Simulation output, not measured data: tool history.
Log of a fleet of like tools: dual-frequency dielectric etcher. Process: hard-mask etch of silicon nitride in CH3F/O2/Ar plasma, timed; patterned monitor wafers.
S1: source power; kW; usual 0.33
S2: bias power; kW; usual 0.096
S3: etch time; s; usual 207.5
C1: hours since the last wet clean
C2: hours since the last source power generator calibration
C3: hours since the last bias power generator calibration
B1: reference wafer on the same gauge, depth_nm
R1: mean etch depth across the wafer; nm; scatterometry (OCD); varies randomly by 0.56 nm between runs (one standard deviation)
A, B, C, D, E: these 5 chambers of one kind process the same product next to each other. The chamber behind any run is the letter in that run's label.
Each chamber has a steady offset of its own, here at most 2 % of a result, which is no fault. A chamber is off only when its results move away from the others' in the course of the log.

{"run": "1E", "day": 0.246, "S1": 0.33, "S2": 0.096, "S3": 207.5, "C1": 232.1, "C2": 2259, "C3": 3151.3, "B1": 154.91, "R1": 153.02}
{"run": "2B", "day": 0.538, "S1": 0.33, "S2": 0.096, "S3": 207.5, "C1": 296.8, "C2": 671.2, "C3": 1012.4, "B1": 155.05, "R1": 151.43}
{"run": "3C", "day": 0.879, "S1": 0.33, "S2": 0.096, "S3": 207.5, "C1": 272.4, "C2": 2253.4, "C3": 880.7, "B1": 155.05, "R1": 152.74}
{"run": "4D", "day": 1.108, "S1": 0.33, "S2": 0.096, "S3": 207.5, "C1": 408.9, "C2": 3522.7, "C3": 3768.1, "B1": 155.01, "R1": 150.16}
{"run": "5A", "day": 1.438, "S1": 0.33, "S2": 0.096, "S3": 207.5, "C1": 58.4, "C2": 2549.3, "C3": 563.1, "B1": 155.18, "R1": 150.3}
{"run": "6B", "day": 1.767, "S1": 0.33, "S2": 0.096, "S3": 207.5, "C1": 326.3, "C2": 700.7, "C3": 1041.9, "B1": 154.98, "R1": 152.09}
{"run": "7E", "day": 2.088, "S1": 0.33, "S2": 0.096, "S3": 207.5, "C1": 276.3, "C2": 2303.2, "C3": 3195.5, "B1": 154.97, "R1": 151.72}
{"run": "8D", "day": 2.35, "S1": 0.33, "S2": 0.096, "S3": 207.5, "C1": 438.7, "C2": 3552.5, "C3": 3797.9, "B1": 155.01, "R1": 149.52}
{"run": "9C", "day": 2.55, "S1": 0.33, "S2": 0.096, "S3": 207.5, "C1": 312.5, "C2": 2293.5, "C3": 920.8, "B1": 154.95, "R1": 152.86}
{"run": "10A", "day": 2.712, "S1": 0.33, "S2": 0.096, "S3": 207.5, "C1": 89, "C2": 2579.9, "C3": 593.7, "B1": 155.04, "R1": 149.8}
{"run": "11E", "day": 2.921, "S1": 0.33, "S2": 0.096, "S3": 207.5, "C1": 296.3, "C2": 2323.2, "C3": 3215.5, "B1": 154.82, "R1": 152.52}
{"run": "12C", "day": 3.075, "S1": 0.33, "S2": 0.096, "S3": 207.5, "C1": 325.1, "C2": 2306.1, "C3": 933.4, "B1": 154.87, "R1": 152.54}
{"day": 3.292, "done": "chamber E: bias power generator calibrated"}
{"run": "13D", "day": 3.304, "S1": 0.33, "S2": 0.096, "S3": 207.5, "C1": 461.6, "C2": 3575.4, "C3": 3820.8, "B1": 154.94, "R1": 149.27}
{"day": 3.338, "done": "chamber B: wet clean of the chamber"}
{"run": "14A", "day": 3.454, "S1": 0.33, "S2": 0.096, "S3": 207.5, "C1": 106.8, "C2": 2597.7, "C3": 611.5, "B1": 154.91, "R1": 150.77}
{"run": "15B", "day": 3.683, "S1": 0.33, "S2": 0.096, "S3": 207.5, "C1": 8.3, "C2": 746.7, "C3": 1087.9, "B1": 155.02, "R1": 157.45}
{"run": "16E", "day": 3.988, "S1": 0.33, "S2": 0.096, "S3": 207.5, "C1": 321.9, "C2": 2348.8, "C3": 16.8, "B1": 154.95, "R1": 152.79}
{"run": "17C", "day": 4.162, "S1": 0.33, "S2": 0.096, "S3": 207.5, "C1": 351.2, "C2": 2332.2, "C3": 959.5, "B1": 155.04, "R1": 152.85}
{"day": 4.221, "done": "chamber C: source power generator calibrated"}
{"run": "18B", "day": 4.462, "S1": 0.33, "S2": 0.096, "S3": 207.5, "C1": 27, "C2": 765.4, "C3": 1106.6, "B1": 155.09, "R1": 158.41}
{"run": "19D", "day": 4.688, "S1": 0.33, "S2": 0.096, "S3": 207.5, "C1": 494.8, "C2": 3608.6, "C3": 3854, "B1": 155.02, "R1": 149.72}
{"day": 4.7, "done": "chamber D: wet clean of the chamber"}
{"run": "20A", "day": 4.862, "S1": 0.33, "S2": 0.096, "S3": 207.5, "C1": 140.6, "C2": 2631.5, "C3": 645.3, "B1": 155.17, "R1": 149.46}
{"run": "21D", "day": 5.046, "S1": 0.33, "S2": 0.096, "S3": 207.5, "C1": 8.4, "C2": 3617.2, "C3": 3862.6, "B1": 155, "R1": 149.62}
{"run": "22C", "day": 5.333, "S1": 0.33, "S2": 0.096, "S3": 207.5, "C1": 379.3, "C2": 26.7, "C3": 987.6, "B1": 155.02, "R1": 151.61}
{"run": "23A", "day": 5.617, "S1": 0.33, "S2": 0.096, "S3": 207.5, "C1": 158.7, "C2": 2649.6, "C3": 663.4, "B1": 154.98, "R1": 150.99}
{"run": "24B", "day": 5.879, "S1": 0.33, "S2": 0.096, "S3": 207.5, "C1": 61, "C2": 799.4, "C3": 1140.6, "B1": 155.05, "R1": 158.47}
{"run": "25E", "day": 6.204, "S1": 0.26, "S2": 0.096, "S3": 207.5, "C1": 375.1, "C2": 2402, "C3": 70, "B1": 155.1, "R1": 139.83}
{"run": "26B", "day": 6.479, "S1": 0.26, "S2": 0.096, "S3": 207.5, "C1": 75.4, "C2": 813.8, "C3": 1155, "B1": 155.02, "R1": 145.07}
{"run": "27D", "day": 6.767, "S1": 0.26, "S2": 0.096, "S3": 207.5, "C1": 49.7, "C2": 3658.5, "C3": 3903.9, "B1": 154.84, "R1": 136.75}
{"run": "28C", "day": 6.946, "S1": 0.26, "S2": 0.096, "S3": 207.5, "C1": 418, "C2": 65.4, "C3": 1026.3, "B1": 154.87, "R1": 139.2}
{"run": "29A", "day": 7.146, "S1": 0.26, "S2": 0.096, "S3": 207.5, "C1": 195.4, "C2": 2686.3, "C3": 700.1, "B1": 155.1, "R1": 136.86}
{"run": "30E", "day": 7.408, "S1": 0.33, "S2": 0.096, "S3": 176.5, "C1": 404, "C2": 2430.9, "C3": 98.9, "B1": 154.98, "R1": 129.59}
{"run": "31C", "day": 7.754, "S1": 0.33, "S2": 0.096, "S3": 176.5, "C1": 437.4, "C2": 84.8, "C3": 1045.7, "B1": 154.88, "R1": 129.03}
{"run": "32A", "day": 7.971, "S1": 0.33, "S2": 0.096, "S3": 176.5, "C1": 215.2, "C2": 2706.1, "C3": 719.9, "B1": 155.03, "R1": 127.45}
{"run": "33B", "day": 8.262, "S1": 0.33, "S2": 0.096, "S3": 176.5, "C1": 118.2, "C2": 856.6, "C3": 1197.8, "B1": 155, "R1": 133.97}
{"run": "34D", "day": 8.467, "S1": 0.33, "S2": 0.096, "S3": 176.5, "C1": 90.5, "C2": 3699.3, "C3": 3944.7, "B1": 155.06, "R1": 127.19}
{"run": "35E", "day": 8.712, "S1": 0.33, "S2": 0.11, "S3": 185, "C1": 435.3, "C2": 2462.2, "C3": 130.2, "B1": 154.96, "R1": 144.43}
{"run": "36C", "day": 9.0, "S1": 0.33, "S2": 0.11, "S3": 185, "C1": 467.3, "C2": 114.7, "C3": 1075.6, "B1": 155.01, "R1": 143.25}
{"run": "37A", "day": 9.271, "S1": 0.33, "S2": 0.11, "S3": 185, "C1": 246.4, "C2": 2737.3, "C3": 751.1, "B1": 154.85, "R1": 140.63}
{"run": "38D", "day": 9.6, "S1": 0.33, "S2": 0.11, "S3": 185, "C1": 117.7, "C2": 3726.5, "C3": 3971.9, "B1": 154.97, "R1": 140.87}
{"run": "39B", "day": 9.883, "S1": 0.33, "S2": 0.11, "S3": 185, "C1": 157.1, "C2": 895.5, "C3": 1236.7, "B1": 155.14, "R1": 147.42}

For the next run the whole fleet of 5 chambers uses the same settings. Give each chamber's results:
{"run": "40A", "day": 10.133, "S1": 0.33, "S2": 0.096, "S3": 207.5, "R1": "?"}
{"run": "40B", "day": 10.133, "S1": 0.33, "S2": 0.096, "S3": 207.5, "R1": "?"}
{"run": "40C", "day": 10.133, "S1": 0.33, "S2": 0.096, "S3": 207.5, "R1": "?"}
{"run": "40D", "day": 10.133, "S1": 0.33, "S2": 0.096, "S3": 207.5, "R1": "?"}
{"run": "40E", "day": 10.133, "S1": 0.33, "S2": 0.096, "S3": 207.5, "R1": "?"}

run=40A R1=149.13
run=40B R1=157.99
run=40C R1=151.79
run=40D R1=149.62
run=40E R1=152.6
